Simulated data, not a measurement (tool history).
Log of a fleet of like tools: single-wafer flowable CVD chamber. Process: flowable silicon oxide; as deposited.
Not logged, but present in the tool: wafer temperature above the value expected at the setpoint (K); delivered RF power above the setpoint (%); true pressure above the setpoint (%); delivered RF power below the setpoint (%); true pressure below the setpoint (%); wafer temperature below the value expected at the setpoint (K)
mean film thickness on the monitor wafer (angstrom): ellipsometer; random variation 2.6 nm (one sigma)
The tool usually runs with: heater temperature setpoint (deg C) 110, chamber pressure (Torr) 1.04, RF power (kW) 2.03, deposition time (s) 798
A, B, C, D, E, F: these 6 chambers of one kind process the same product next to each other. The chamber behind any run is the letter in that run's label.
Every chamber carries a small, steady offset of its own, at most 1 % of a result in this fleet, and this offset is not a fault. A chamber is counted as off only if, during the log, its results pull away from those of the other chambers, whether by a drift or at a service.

run,hour,heater temperature setpoint (deg C),chamber pressure (Torr),RF power (kW),deposition time (s),hours since the last thermocouple change,hours since the last RF generator calibration,hours since the last manometer calibration,"read-back reference wafer on the same gauge, thickness_nm",mean film thickness on the monitor wafer (angstrom)
1E,3.5,110,1.04,2.03,798,527.7,1259.7,292.8,569.73,4808.6
2A,10.3,110,1.04,2.03,798,394,45.5,1232.8,568.84,4842.2
3B,14.3,110,1.04,2.03,798,713.9,1172,2890.2,568.94,4823.5
4D,19.2,110,1.04,2.03,798,252.5,1261.8,848,570.09,4858.9
5C,23.8,110,1.04,2.03,798,2313.3,772.8,1231.5,568.52,4789.5
6F,30.8,110,1.04,2.03,798,1217.1,567.6,282.2,568.43,4873.8
# hour 35.5: chamber C: thermocouple changed; heater temperature recalibrated
# hour 38.1: chamber B: capacitance manometer re-zeroed and calibrated
7F,38.8,110,1.04,2.03,798,1225.1,575.6,290.2,568.88,4847.6
8E,45.3,110,1.04,2.03,798,569.5,1301.5,334.6,568.69,4820.6
9C,51.7,110,1.04,2.03,798,16.2,800.7,1259.4,569.38,4769.8
10D,57.8,110,1.04,2.03,798,291.1,1300.4,886.6,569.11,4806.8
11A,64,110,1.04,2.03,798,447.7,99.2,1286.5,568.83,4809.4
12B,70.8,110,1.04,2.03,798,770.4,1228.5,32.8,569.91,4888.3
13B,75.8,110,1.04,2.03,798,775.4,1233.5,37.8,569.03,4829.5
14C,79.7,110,1.04,2.03,798,44.2,828.7,1287.4,569.34,4792.4
15F,86.1,110,1.04,2.03,798,1272.4,622.9,337.5,568.71,4908.2
16A,94.1,110,1.04,2.03,798,477.8,129.3,1316.6,569.24,4863
17E,97.9,110,1.04,2.03,798,622.1,1354.1,387.2,568.33,4782
18D,104.2,110,1.04,2.03,798,337.5,1346.8,933,568.28,4833.5
19E,109.5,110,1.04,2.03,798,633.7,1365.7,398.8,568.68,4806.6
20F,113.5,110,1.04,2.03,798,1299.8,650.3,364.9,569.06,4835.3
21D,120.9,110,1.04,2.03,798,354.2,1363.5,949.7,569.06,4925.7
22A,127.8,110,1.04,2.225,798,511.5,163,1350.3,568.57,4883.1
23B,131.9,110,1.04,2.225,798,831.5,1289.6,93.9,569.63,4953.1
24C,137.4,110,1.04,2.225,798,101.9,886.4,1345.1,568.91,4871.1
25A,141.5,110,1.04,2.225,798,525.2,176.7,1364,569.25,4914.7
26E,146.5,110,1.04,2.225,798,670.7,1402.7,435.8,568.76,4839.3
27D,151.3,110,1.04,2.225,798,384.6,1393.9,980.1,568.58,4918.9
28F,157.3,99,1.04,1.69,798,1343.6,694.1,408.7,568.81,6792.3
29B,165.3,99,1.04,1.69,798,864.9,1323,127.3,569.02,6576.1
30C,170.5,99,1.04,1.69,798,135,919.5,1378.2,569.07,6549.4
31C,178.3,99,1.04,1.69,798,142.8,927.3,1386,568.92,6581.7
32E,182.5,99,1.04,1.69,798,706.7,1438.7,471.8,569.21,6634.2
33B,189.7,99,1.04,1.69,798,889.3,1347.4,151.7,568.99,6632.3
34A,196.8,110,1.04,2.03,798,580.5,232,1419.3,569.67,4819
35F,201,110,1.04,2.03,798,1387.3,737.8,452.4,569.18,4858.3
36D,206,110,1.04,2.03,798,439.3,1448.6,1034.8,568.93,4840.6
37A,210.2,110,1.04,2.03,798,593.9,245.4,1432.7,569.26,4840.3
38B,218.2,110,1.04,2.03,798,917.8,1375.9,180.2,569.19,4812.7
39F,222.9,110,1.04,2.03,798,1409.2,759.7,474.3,568.65,4909.7

Next, all 6 chambers run the settings below, one line each with question marks for the results. What does each chamber give?
40A,228.7,110,1.04,2.225,798,,,,,?
40B,228.7,110,1.04,2.225,798,,,,,?
40C,228.7,110,1.04,2.225,798,,,,,?
40D,228.7,110,1.04,2.225,798,,,,,?
40E,228.7,110,1.04,2.225,798,,,,,?
40F,228.7,110,1.04,2.225,798,,,,,?

run,mean film thickness on the monitor wafer (angstrom)
40A,4963.6
40B,4871.1
40C,4874.6
40D,4912.5
40E,4872.7
40F,4953.2
